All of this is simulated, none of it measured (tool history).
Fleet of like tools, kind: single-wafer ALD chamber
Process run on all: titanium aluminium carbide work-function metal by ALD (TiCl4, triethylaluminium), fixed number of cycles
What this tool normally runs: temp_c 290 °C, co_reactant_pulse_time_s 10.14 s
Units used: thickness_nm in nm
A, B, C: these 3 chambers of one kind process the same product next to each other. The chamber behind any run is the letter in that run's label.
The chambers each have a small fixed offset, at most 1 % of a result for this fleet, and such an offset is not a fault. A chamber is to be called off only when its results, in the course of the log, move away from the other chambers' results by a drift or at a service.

run	hour	temp_c	co_reactant_pulse_time_s	hours since the last thermocouple change	hours since the last triethylaluminium bottle change	read-back reference wafer on the same gauge, thickness_nm	thickness_nm
1A	8.1	290	10.14	200.7	792.7	1.891	1.9291
2C	15	290	10.14	1177.4	668.7	1.8895	1.9206
3B	19.7	290	10.14	108.2	1122.6	1.8902	1.9317
4C	24	290	10.14	1186.4	677.7	1.8931	1.9321
5A	31.3	282	12.44	223.9	815.9	1.8882	1.8726
6B	36.6	282	12.44	125.1	1139.5	1.8899	1.8884
7A	44.3	282	12.44	236.9	828.9	1.8873	1.8777
8C	51.6	290	10.14	1214	705.3	1.889	1.9226
9B	58.9	290	10.14	147.4	1161.8	1.8913	1.9229
10C	63.8	290	10.14	1226.2	717.5	1.8919	1.923
11B	68.4	283	13.09	156.9	1171.3	1.8898	1.8994
12A	77.5	283	13.09	270.1	862.1	1.8908	1.8965
13C	86.8	283	13.09	1249.2	740.5	1.8894	1.8964
14B	92.5	290	10.14	181	1195.4	1.8898	1.9247
15A	99.3	290	10.14	291.9	883.9	1.89	1.9139
16B	108.5	290	10.14	197	1211.4	1.8908	1.9441
17C	117.6	290	10.14	1280	771.3	1.8898	1.9186
18A	122.6	290	10.14	315.2	907.2	1.8902	1.9276
19C	130.6	290	10.14	1293	784.3	1.8891	1.9102
20B	136	290	10.14	224.5	1238.9	1.8891	1.9205
21A	140.8	290	10.14	333.4	925.4	1.8925	1.9037
22C	147.3	290	10.14	1309.7	801	1.8916	1.9216
23B	155.3	290	10.14	243.8	1258.2	1.8893	1.9258
24A	163.5	278	12.95	356.1	948.1	1.8912	1.853
25B	168.6	278	12.95	257.1	1271.5	1.8902	1.8504
26C	177.7	278	12.95	1340.1	831.4	1.8906	1.8429
27A	182.3	290	10.14	374.9	966.9	1.8911	1.929
28B	186.9	290	10.14	275.4	1289.8	1.8884	1.9303
29C	195.9	277	8.06	1358.3	849.6	1.8887	1.7444
30A	203.2	277	8.06	395.8	987.8	1.8902	1.7556
31A	210.9	277	8.06	403.5	995.5	1.889	1.7567
32B	216.2	290	10.14	304.7	1319.1	1.8875	1.9512

Is one chamber out of step, is the gauge drifting, or do the chambers differ by no more than their own small offsets? For an off chamber, give its letter and the likeliest cause.

All chambers stay in line apart from their small fixed offsets, and the gauge does not drift.

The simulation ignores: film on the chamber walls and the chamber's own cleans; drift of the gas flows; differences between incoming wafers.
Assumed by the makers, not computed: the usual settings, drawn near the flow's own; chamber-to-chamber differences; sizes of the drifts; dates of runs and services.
